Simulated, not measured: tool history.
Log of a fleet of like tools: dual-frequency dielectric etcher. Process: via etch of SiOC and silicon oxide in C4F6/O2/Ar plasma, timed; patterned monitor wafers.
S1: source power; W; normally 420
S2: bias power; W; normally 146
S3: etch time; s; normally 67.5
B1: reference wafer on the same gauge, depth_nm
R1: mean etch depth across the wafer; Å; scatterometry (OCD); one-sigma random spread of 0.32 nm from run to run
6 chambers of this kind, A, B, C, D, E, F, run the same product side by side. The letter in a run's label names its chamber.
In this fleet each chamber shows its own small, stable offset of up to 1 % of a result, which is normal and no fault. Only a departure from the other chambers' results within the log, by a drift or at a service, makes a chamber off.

Run 1B, hour 7.2: usual settings; B1 70.053. Result: R1 725.96 Å.
Run 2E, hour 11.8: usual settings; B1 70.088. Result: R1 726.66 Å.
Run 3D, hour 17.0: usual settings; B1 70.093. Result: R1 721.72 Å.
Run 4C, hour 24.7: usual settings; B1 70.060. Result: R1 731.61 Å.
Run 5A, hour 28.9: usual settings; B1 70.111. Result: R1 733.37 Å.
Run 6F, hour 35.4: usual settings; B1 70.082. Result: R1 727.58 Å.
Run 7D, hour 42.1: usual settings; B1 70.153. Result: R1 720.38 Å.
Run 8C, hour 47.7: usual settings but S1 390 W, S2 164 W; B1 70.052. Result: R1 726.59 Å.
Run 9F, hour 55.7: usual settings but S1 390 W, S2 164 W; B1 70.065. Result: R1 730.33 Å.
Run 10E, hour 63.6: usual settings but S1 390 W, S2 164 W; B1 70.137. Result: R1 727.05 Å.
At hour 65.4: chamber C: wet clean of the chamber.
Run 11B, hour 68.1: usual settings but S1 390 W, S2 164 W; B1 70.119. Result: R1 731.37 Å.
Run 12A, hour 72.2: usual settings but S1 390 W, S2 164 W; B1 70.096. Result: R1 740.05 Å.
Run 13B, hour 78.3: usual settings but S1 390 W, S2 164 W; B1 70.123. Result: R1 733.90 Å.
Run 14C, hour 84.0: usual settings; B1 70.136. Result: R1 726.39 Å.
Run 15D, hour 88.6: usual settings; B1 70.149. Result: R1 720.14 Å.
Run 16A, hour 95.0: usual settings; B1 70.028. Result: R1 733.46 Å.
Run 17F, hour 101.0: usual settings; B1 70.074. Result: R1 723.80 Å.
At hour 104.9: chamber F: wet clean of the chamber.
Run 18E, hour 106.8: usual settings but S1 510 W; B1 70.015. Result: R1 780.90 Å.
Run 19A, hour 110.3: usual settings but S1 510 W; B1 70.141. Result: R1 791.42 Å.
Run 20C, hour 117.7: usual settings but S1 510 W; B1 70.061. Result: R1 785.56 Å.
Run 21F, hour 124.4: usual settings but S1 510 W; B1 70.164. Result: R1 815.05 Å.
Run 22B, hour 130.7: usual settings but S1 510 W; B1 70.096. Result: R1 785.19 Å.
At hour 133.4: chamber B: wet clean of the chamber.
Run 23D, hour 135.9: usual settings but S1 510 W; B1 70.072. Result: R1 779.31 Å.
Run 24E, hour 139.8: usual settings; B1 70.156. Result: R1 725.06 Å.
Run 25F, hour 146.8: usual settings; B1 70.102. Result: R1 751.86 Å.
Run 26E, hour 150.3: usual settings; B1 69.997. Result: R1 726.81 Å.
Run 27C, hour 157.4: usual settings; B1 70.152. Result: R1 730.59 Å.
Run 28B, hour 162.4: usual settings; B1 70.050. Result: R1 729.51 Å.
Run 29A, hour 167.5: usual settings but S2 123 W; B1 70.065. Result: R1 700.40 Å.
Run 30D, hour 172.3: usual settings but S2 123 W; B1 70.095. Result: R1 684.23 Å.
Run 31E, hour 180.3: usual settings but S2 123 W; B1 70.037. Result: R1 688.54 Å.
Run 32C, hour 184.0: usual settings but S2 123 W; B1 70.071. Result: R1 691.99 Å.
Run 33F, hour 188.3: usual settings but S2 123 W; B1 70.160. Result: R1 716.27 Å.
Run 34B, hour 192.5: usual settings but S2 123 W; B1 70.111. Result: R1 694.52 Å.
Run 35A, hour 199.7: usual settings but S3 75.5 s; B1 70.041. Result: R1 820.81 Å.
Run 36D, hour 205.8: usual settings but S3 75.5 s; B1 70.087. Result: R1 799.32 Å.
Run 37A, hour 213.4: usual settings but S3 75.5 s; B1 70.062. Result: R1 815.68 Å.
Run 38F, hour 217.7: usual settings but S3 75.5 s; B1 70.167. Result: R1 841.95 Å.

For the next run the whole fleet of 6 chambers uses the same settings. Give each chamber's results:
Run 39A, hour 223.4: usual settings but S2 174 W. Result: R1 ?.
Run 39B, hour 223.4: usual settings but S2 174 W. Result: R1 ?.
Run 39C, hour 223.4: usual settings but S2 174 W. Result: R1 ?.
Run 39D, hour 223.4: usual settings but S2 174 W. Result: R1 ?.
Run 39E, hour 223.4: usual settings but S2 174 W. Result: R1 ?.
Run 39F, hour 223.4: usual settings but S2 174 W. Result: R1 ?.

run      R1
39A  769.35
39B  770.58
39C  767.92
39D  762.56
39E  762.20
39F  795.56

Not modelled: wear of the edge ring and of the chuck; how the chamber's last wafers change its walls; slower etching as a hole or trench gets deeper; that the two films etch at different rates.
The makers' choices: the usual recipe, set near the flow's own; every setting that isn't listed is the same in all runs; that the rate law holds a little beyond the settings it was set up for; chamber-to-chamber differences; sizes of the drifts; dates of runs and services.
